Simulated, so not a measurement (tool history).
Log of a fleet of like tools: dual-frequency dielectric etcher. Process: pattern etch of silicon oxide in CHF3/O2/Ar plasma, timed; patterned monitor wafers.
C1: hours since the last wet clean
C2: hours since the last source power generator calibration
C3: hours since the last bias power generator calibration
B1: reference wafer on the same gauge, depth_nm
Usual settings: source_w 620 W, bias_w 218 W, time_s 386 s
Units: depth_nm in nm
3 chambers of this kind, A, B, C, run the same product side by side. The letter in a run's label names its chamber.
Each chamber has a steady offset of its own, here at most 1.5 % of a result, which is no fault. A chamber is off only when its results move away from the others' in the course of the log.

run 1C day=0.396 | source_w=620 bias_w=218 time_s=386 | C1=117.7 C2=949.8 C3=1816.2 | B1=683.88 | depth_nm=816.34
run 2A day=0.596 | source_w=620 bias_w=218 time_s=386 | C1=494.8 C2=2411.8 C3=4802.6 | B1=684.42 | depth_nm=824.6
run 3B day=0.925 | source_w=620 bias_w=218 time_s=386 | C1=585.1 C2=1972.2 C3=92.3 | B1=684.93 | depth_nm=821.88
run 4C day=1.296 | source_w=620 bias_w=218 time_s=386 | C1=139.3 C2=971.4 C3=1837.8 | B1=683.8 | depth_nm=816.75
run 5A day=1.692 | source_w=620 bias_w=218 time_s=386 | C1=521.1 C2=2438.1 C3=4828.9 | B1=683.56 | depth_nm=822.24
run 6B day=1.917 | source_w=620 bias_w=218 time_s=386 | C1=608.9 C2=1996 C3=116.1 | B1=684.79 | depth_nm=813.26
run 7B day=2.258 | source_w=620 bias_w=218 time_s=386 | C1=617.1 C2=2004.2 C3=124.3 | B1=683.96 | depth_nm=818.8
-- day=2.321 chamber A: wet clean of the chamber
run 8C day=2.496 | source_w=620 bias_w=195 time_s=386 | C1=168.1 C2=1000.2 C3=1866.6 | B1=684.02 | depth_nm=785.75
run 9A day=2.679 | source_w=620 bias_w=195 time_s=386 | C1=8.7 C2=2461.8 C3=4852.6 | B1=684.06 | depth_nm=761.58
run 10B day=2.958 | source_w=620 bias_w=195 time_s=386 | C1=633.9 C2=2021 C3=141.1 | B1=683.63 | depth_nm=791.87
run 11C day=3.275 | source_w=620 bias_w=218 time_s=386 | C1=186.8 C2=1018.9 C3=1885.3 | B1=684.17 | depth_nm=814.51
run 12A day=3.496 | source_w=620 bias_w=218 time_s=285.5 | C1=28.3 C2=2481.4 C3=4872.2 | B1=683.2 | depth_nm=584.41
-- day=3.596 chamber B: wet clean of the chamber
run 13B day=3.896 | source_w=620 bias_w=218 time_s=285.5 | C1=7.2 C2=2043.5 C3=163.6 | B1=685.15 | depth_nm=608.96
run 14A day=4.204 | source_w=620 bias_w=218 time_s=285.5 | C1=45.3 C2=2498.4 C3=4889.2 | B1=684.32 | depth_nm=582.44
run 15C day=4.612 | source_w=620 bias_w=218 time_s=311 | C1=218.9 C2=1051 C3=1917.4 | B1=685.17 | depth_nm=660.86
run 16A day=5 | source_w=620 bias_w=218 time_s=311 | C1=64.4 C2=2517.5 C3=4908.3 | B1=683.36 | depth_nm=631.98
run 17C day=5.404 | source_w=620 bias_w=218 time_s=311 | C1=237.9 C2=1070 C3=1936.4 | B1=683.96 | depth_nm=659.06
run 18B day=5.808 | source_w=620 bias_w=218 time_s=386 | C1=53.1 C2=2089.4 C3=209.5 | B1=684.02 | depth_nm=819.56
run 19B day=6 | source_w=620 bias_w=218 time_s=386 | C1=57.7 C2=2094 C3=214.1 | B1=683.86 | depth_nm=825.48
run 20A day=6.417 | source_w=620 bias_w=218 time_s=386 | C1=98.4 C2=2551.5 C3=4942.3 | B1=684.1 | depth_nm=785.72
run 21C day=6.638 | source_w=620 bias_w=218 time_s=386 | C1=267.5 C2=1099.6 C3=1966 | B1=682.45 | depth_nm=813.74
run 22B day=6.904 | source_w=750 bias_w=218 time_s=426.5 | C1=79.4 C2=2115.7 C3=235.8 | B1=684.14 | depth_nm=976.5
run 23C day=7.108 | source_w=750 bias_w=218 time_s=426.5 | C1=278.8 C2=1110.9 C3=1977.3 | B1=684.02 | depth_nm=961.43
run 24A day=7.317 | source_w=750 bias_w=218 time_s=426.5 | C1=120 C2=2573.1 C3=4963.9 | B1=684.03 | depth_nm=944.25
run 25C day=7.621 | source_w=620 bias_w=218 time_s=386 | C1=291.1 C2=1123.2 C3=1989.6 | B1=683.4 | depth_nm=815.42

What goes on in this fleet: one chamber off, a drifting gauge, or nothing beyond the chambers' own small offsets? Name the chamber and the cause, if any.

A service left chamber A off against the others.
Cause: etch rate under this chamber's usual, % = 4.26.

Here are 4 candidates for chamber A's next run, each the usual settings with a change, their results left as question marks. Which one brings its results back in line with what the others give on the usual settings?
In line means no further than this from the other chambers' mean on the usual settings: depth_nm 16 nm
run 26A-1 day=7.921 | source_w=610 bias_w=218 time_s=359.5 | depth_nm=?
run 26A-2 day=7.921 | source_w=630 bias_w=220 time_s=398 | depth_nm=?
run 26A-3 day=7.921 | source_w=630 bias_w=221 time_s=410.5 | depth_nm=?
run 26A-4 day=7.921 | source_w=620 bias_w=218 time_s=371.5 | depth_nm=?

The other chambers' mean on the usual settings: depth_nm 818.18 nm
run=26A-1 depth_nm=727.28
run=26A-2 depth_nm=817.51
run=26A-3 depth_nm=844.5
run=26A-4 depth_nm=756.15
26A-2 brings the chamber back in line.
